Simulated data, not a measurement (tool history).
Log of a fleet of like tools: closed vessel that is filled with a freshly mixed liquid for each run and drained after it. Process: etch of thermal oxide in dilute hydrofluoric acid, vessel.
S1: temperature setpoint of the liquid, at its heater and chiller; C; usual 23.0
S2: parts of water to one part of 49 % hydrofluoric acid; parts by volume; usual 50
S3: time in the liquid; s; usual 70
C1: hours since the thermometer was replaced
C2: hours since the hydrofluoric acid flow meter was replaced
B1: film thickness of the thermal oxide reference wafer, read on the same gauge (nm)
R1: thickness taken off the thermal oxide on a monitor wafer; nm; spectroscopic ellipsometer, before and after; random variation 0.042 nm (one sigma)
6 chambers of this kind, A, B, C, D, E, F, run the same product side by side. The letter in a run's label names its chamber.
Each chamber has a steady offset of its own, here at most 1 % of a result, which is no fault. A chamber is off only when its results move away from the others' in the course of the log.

run 1F hour=15.5 | S1=23.0 S2=50 S3=70 | C1=184.5 C2=106.6 | B1=49.971 | R1=6.5425
run 2C hour=24.6 | S1=23.0 S2=50 S3=70 | C1=1169.8 C2=47.9 | B1=50.019 | R1=6.4880
run 3B hour=39.1 | S1=23.0 S2=50 S3=70 | C1=727.2 C2=1023.0 | B1=50.017 | R1=6.5051
run 4D hour=53.8 | S1=23.0 S2=50 S3=70 | C1=1302.8 C2=1029.9 | B1=50.063 | R1=6.5662
run 5E hour=60.7 | S1=23.0 S2=50 S3=70 | C1=1082.9 C2=319.7 | B1=49.999 | R1=6.5642
run 6A hour=70.0 | S1=23.0 S2=50 S3=70 | C1=286.5 C2=881.3 | B1=50.013 | R1=6.4528
run 7F hour=85.1 | S1=23.0 S2=50 S3=70 | C1=254.1 C2=176.2 | B1=49.994 | R1=6.4482
run 8A hour=99.7 | S1=23.0 S2=65 S3=70 | C1=316.2 C2=911.0 | B1=50.030 | R1=4.9239
run 9E hour=112.5 | S1=23.0 S2=65 S3=70 | C1=1134.7 C2=371.5 | B1=50.014 | R1=4.9578
run 10B hour=120.7 | S1=23.0 S2=65 S3=70 | C1=808.8 C2=1104.6 | B1=50.050 | R1=4.9072
-- hour=120.9 chamber B: thermometer replaced
run 11C hour=133.5 | S1=23.0 S2=65 S3=70 | C1=1278.7 C2=156.8 | B1=49.969 | R1=4.8385
run 12D hour=146.5 | S1=23.0 S2=65 S3=70 | C1=1395.5 C2=1122.6 | B1=50.019 | R1=4.8877
run 13D hour=154.3 | S1=23.0 S2=65 S3=70 | C1=1403.3 C2=1130.4 | B1=50.032 | R1=4.9590
run 14A hour=168.8 | S1=23.0 S2=50 S3=70 | C1=385.3 C2=980.1 | B1=50.021 | R1=6.5061
run 15B hour=181.5 | S1=23.0 S2=50 S3=70 | C1=60.7 C2=1165.4 | B1=50.037 | R1=6.5333
run 16C hour=189.5 | S1=23.0 S2=50 S3=70 | C1=1334.7 C2=212.8 | B1=49.995 | R1=6.5509
run 17E hour=202.1 | S1=23.0 S2=50 S3=70 | C1=1224.3 C2=461.1 | B1=49.997 | R1=6.5329
run 18F hour=209.1 | S1=23.0 S2=50 S3=70 | C1=378.1 C2=300.2 | B1=50.024 | R1=6.5001
run 19E hour=219.2 | S1=23.0 S2=50 S3=70 | C1=1241.4 C2=478.2 | B1=49.960 | R1=6.5907
run 20F hour=231.3 | S1=23.0 S2=50 S3=70 | C1=400.3 C2=322.4 | B1=50.011 | R1=6.5179
-- hour=232.5 chamber E: hydrofluoric acid flow meter replaced
-- hour=236.3 chamber A: hydrofluoric acid flow meter replaced
run 21D hour=241.3 | S1=23.0 S2=40 S3=55 | C1=1490.3 C2=1217.4 | B1=50.033 | R1=6.5547
-- hour=248.3 chamber D: hydrofluoric acid flow meter replaced
run 22B hour=253.1 | S1=23.0 S2=40 S3=55 | C1=132.3 C2=1237.0 | B1=49.935 | R1=6.4062
run 23C hour=262.5 | S1=23.0 S2=40 S3=55 | C1=1407.7 C2=285.8 | B1=50.037 | R1=6.4467
run 24A hour=276.2 | S1=23.0 S2=40 S3=55 | C1=492.7 C2=39.9 | B1=49.983 | R1=6.4781
run 25E hour=290.2 | S1=23.0 S2=40 S3=55 | C1=1312.4 C2=57.7 | B1=50.027 | R1=6.5377
run 26C hour=304.7 | S1=23.0 S2=40 S3=55 | C1=1449.9 C2=328.0 | B1=49.980 | R1=6.4435
run 27D hour=314.5 | S1=23.0 S2=50 S3=70 | C1=1563.5 C2=66.3 | B1=49.966 | R1=6.5707
run 28B hour=328.6 | S1=23.0 S2=50 S3=70 | C1=207.8 C2=1312.5 | B1=49.974 | R1=6.4167
run 29F hour=341.2 | S1=23.0 S2=50 S3=70 | C1=510.2 C2=432.3 | B1=50.008 | R1=6.4653
run 30A hour=352.3 | S1=23.0 S2=50 S3=70 | C1=568.8 C2=116.0 | B1=50.036 | R1=6.6077
run 31C hour=361.2 | S1=23.0 S2=50 S3=70 | C1=1506.4 C2=384.5 | B1=49.973 | R1=6.5223
-- hour=367.0 chamber E: thermometer replaced
run 32B hour=369.5 | S1=23.0 S2=50 S3=70 | C1=248.7 C2=1353.4 | B1=50.018 | R1=6.4547
-- hour=370.4 chamber F: hydrofluoric acid flow meter replaced
run 33A hour=385.2 | S1=23.0 S2=50 S3=70 | C1=601.7 C2=148.9 | B1=49.986 | R1=6.5310
run 34D hour=397.7 | S1=23.0 S2=50 S3=70 | C1=1646.7 C2=149.5 | B1=49.989 | R1=6.6059
run 35F hour=405.1 | S1=23.0 S2=50 S3=70 | C1=574.1 C2=34.7 | B1=50.058 | R1=6.5118
run 36E hour=417.4 | S1=23.0 S2=50 S3=70 | C1=50.4 C2=184.9 | B1=50.001 | R1=6.5657
run 37D hour=429.9 | S1=23.0 S2=50 S3=70 | C1=1678.9 C2=181.7 | B1=49.966 | R1=6.5131
run 38A hour=444.5 | S1=20.5 S2=50 S3=40 | C1=661.0 C2=208.2 | B1=49.991 | R1=3.3548
run 39B hour=458.8 | S1=20.5 S2=50 S3=40 | C1=338.0 C2=1442.7 | B1=49.985 | R1=3.1932
run 40C hour=469.6 | S1=20.5 S2=50 S3=40 | C1=1614.8 C2=492.9 | B1=50.006 | R1=3.3185
run 41F hour=485.2 | S1=20.5 S2=50 S3=40 | C1=654.2 C2=114.8 | B1=50.012 | R1=3.3508
run 42E hour=497.1 | S1=20.5 S2=50 S3=40 | C1=130.1 C2=264.6 | B1=50.028 | R1=3.3691
run 43E hour=510.5 | S1=20.5 S2=50 S3=40 | C1=143.5 C2=278.0 | B1=49.986 | R1=3.3605
run 44B hour=517.8 | S1=23.0 S2=50 S3=70 | C1=397.0 C2=1501.7 | B1=50.000 | R1=6.1854

All 6 chambers run these settings next. Forecast each chamber's results:
run 45A hour=529.1 | S1=23.0 S2=60 S3=70 | R1=?
run 45B hour=529.1 | S1=23.0 S2=60 S3=70 | R1=?
run 45C hour=529.1 | S1=23.0 S2=60 S3=70 | R1=?
run 45D hour=529.1 | S1=23.0 S2=60 S3=70 | R1=?
run 45E hour=529.1 | S1=23.0 S2=60 S3=70 | R1=?
run 45F hour=529.1 | S1=23.0 S2=60 S3=70 | R1=?

run=45A R1=5.3340
run=45B R1=5.0883
run=45C R1=5.3537
run=45D R1=5.3739
run=45E R1=5.3566
run=45F R1=5.3401

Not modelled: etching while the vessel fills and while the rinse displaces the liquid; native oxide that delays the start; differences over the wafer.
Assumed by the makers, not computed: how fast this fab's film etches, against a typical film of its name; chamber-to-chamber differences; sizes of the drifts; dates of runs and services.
